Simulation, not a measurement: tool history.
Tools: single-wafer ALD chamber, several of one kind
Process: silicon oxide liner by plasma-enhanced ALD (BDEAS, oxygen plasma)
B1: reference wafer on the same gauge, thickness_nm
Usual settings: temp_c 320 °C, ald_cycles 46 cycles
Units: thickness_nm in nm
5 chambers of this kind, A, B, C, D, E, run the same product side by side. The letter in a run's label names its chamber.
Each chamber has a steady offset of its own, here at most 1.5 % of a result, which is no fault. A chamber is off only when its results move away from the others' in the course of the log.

Run 1B, hour 14.2: usual settings; B1 4.5811. Result: thickness_nm 4.1568 nm.
Run 2A, hour 24.6: usual settings; B1 4.5795. Result: thickness_nm 4.1125 nm.
At hour 33.2: chamber C: thermocouple changed; heater temperature recalibrated.
Run 3D, hour 38.8: usual settings; B1 4.5818. Result: thickness_nm 4.1566 nm.
Run 4C, hour 52.1: usual settings; B1 4.5815. Result: thickness_nm 4.1634 nm.
Run 5E, hour 63.9: usual settings; B1 4.5832. Result: thickness_nm 4.1542 nm.
Run 6D, hour 70.6: usual settings but ald_cycles 39 cycles; B1 4.5841. Result: thickness_nm 3.5241 nm.
Run 7B, hour 78.9: usual settings but ald_cycles 39 cycles; B1 4.5825. Result: thickness_nm 3.5328 nm.
Run 8C, hour 87.3: usual settings but ald_cycles 39 cycles; B1 4.5852. Result: thickness_nm 3.5325 nm.
Run 9E, hour 94.7: usual settings but ald_cycles 39 cycles; B1 4.5840. Result: thickness_nm 3.5213 nm.
Run 10A, hour 102.2: usual settings but ald_cycles 39 cycles; B1 4.5861. Result: thickness_nm 3.4888 nm.
Run 11C, hour 110.3: usual settings; B1 4.5860. Result: thickness_nm 4.1651 nm.
Run 12E, hour 123.1: usual settings; B1 4.5870. Result: thickness_nm 4.1594 nm.
Run 13B, hour 131.2: usual settings; B1 4.5855. Result: thickness_nm 4.1624 nm.
Run 14D, hour 144.2: usual settings; B1 4.5860. Result: thickness_nm 4.1603 nm.
Run 15A, hour 153.8: usual settings; B1 4.5887. Result: thickness_nm 4.1093 nm.
Run 16B, hour 168.4: usual settings; B1 4.5890. Result: thickness_nm 4.1680 nm.
Run 17D, hour 175.8: usual settings; B1 4.5897. Result: thickness_nm 4.1632 nm.
Run 18C, hour 185.7: usual settings; B1 4.5898. Result: thickness_nm 4.1675 nm.
Run 19E, hour 196.4: usual settings; B1 4.5890. Result: thickness_nm 4.1601 nm.
Run 20A, hour 203.8: usual settings; B1 4.5900. Result: thickness_nm 4.1182 nm.
Run 21C, hour 216.5: usual settings; B1 4.5911. Result: thickness_nm 4.1738 nm.
Run 22A, hour 227.1: usual settings; B1 4.5913. Result: thickness_nm 4.1221 nm.
Run 23B, hour 233.8: usual settings; B1 4.5921. Result: thickness_nm 4.1767 nm.
Run 24D, hour 248.5: usual settings; B1 4.5919. Result: thickness_nm 4.1690 nm.
Run 25E, hour 255.1: usual settings; B1 4.5919. Result: thickness_nm 4.1625 nm.
Run 26D, hour 263.2: usual settings; B1 4.5920. Result: thickness_nm 4.1700 nm.
Run 27A, hour 274.8: usual settings but temp_c 331 °C, ald_cycles 39 cycles; B1 4.5929. Result: thickness_nm 3.4440 nm.
Run 28B, hour 288.5: usual settings but temp_c 331 °C, ald_cycles 39 cycles; B1 4.5946. Result: thickness_nm 3.4867 nm.
Run 29C, hour 296.0: usual settings but temp_c 331 °C, ald_cycles 39 cycles; B1 4.5958. Result: thickness_nm 3.4820 nm.
Run 30E, hour 304.3: usual settings but temp_c 331 °C, ald_cycles 39 cycles; B1 4.5950. Result: thickness_nm 3.4772 nm.
Run 31B, hour 317.9: usual settings but temp_c 331 °C, ald_cycles 39 cycles; B1 4.5943. Result: thickness_nm 3.4877 nm.
Run 32A, hour 327.2: usual settings; B1 4.5966. Result: thickness_nm 4.1232 nm.
Run 33E, hour 334.5: usual settings; B1 4.5963. Result: thickness_nm 4.1675 nm.
At hour 342.7: chamber D: thermocouple changed; heater temperature recalibrated.
Run 34D, hour 343.3: usual settings but ald_cycles 52 cycles; B1 4.5971. Result: thickness_nm 4.7128 nm.
Run 35C, hour 355.9: usual settings but ald_cycles 52 cycles; B1 4.5981. Result: thickness_nm 4.7177 nm.
Run 36E, hour 366.4: usual settings but ald_cycles 52 cycles; B1 4.5986. Result: thickness_nm 4.7104 nm.
Run 37D, hour 380.7: usual settings but ald_cycles 52 cycles; B1 4.5998. Result: thickness_nm 4.7133 nm.
Run 38C, hour 390.2: usual settings but ald_cycles 52 cycles; B1 4.5989. Result: thickness_nm 4.7129 nm.

Is one chamber off against the others, does the gauge drift, or is nothing wrong? If a chamber is off, say which, and what the likeliest cause is.

The gauge drifts, so all chambers seem to drift together. No chamber is off.
Cause: gauge reads high (%) = 0.432.

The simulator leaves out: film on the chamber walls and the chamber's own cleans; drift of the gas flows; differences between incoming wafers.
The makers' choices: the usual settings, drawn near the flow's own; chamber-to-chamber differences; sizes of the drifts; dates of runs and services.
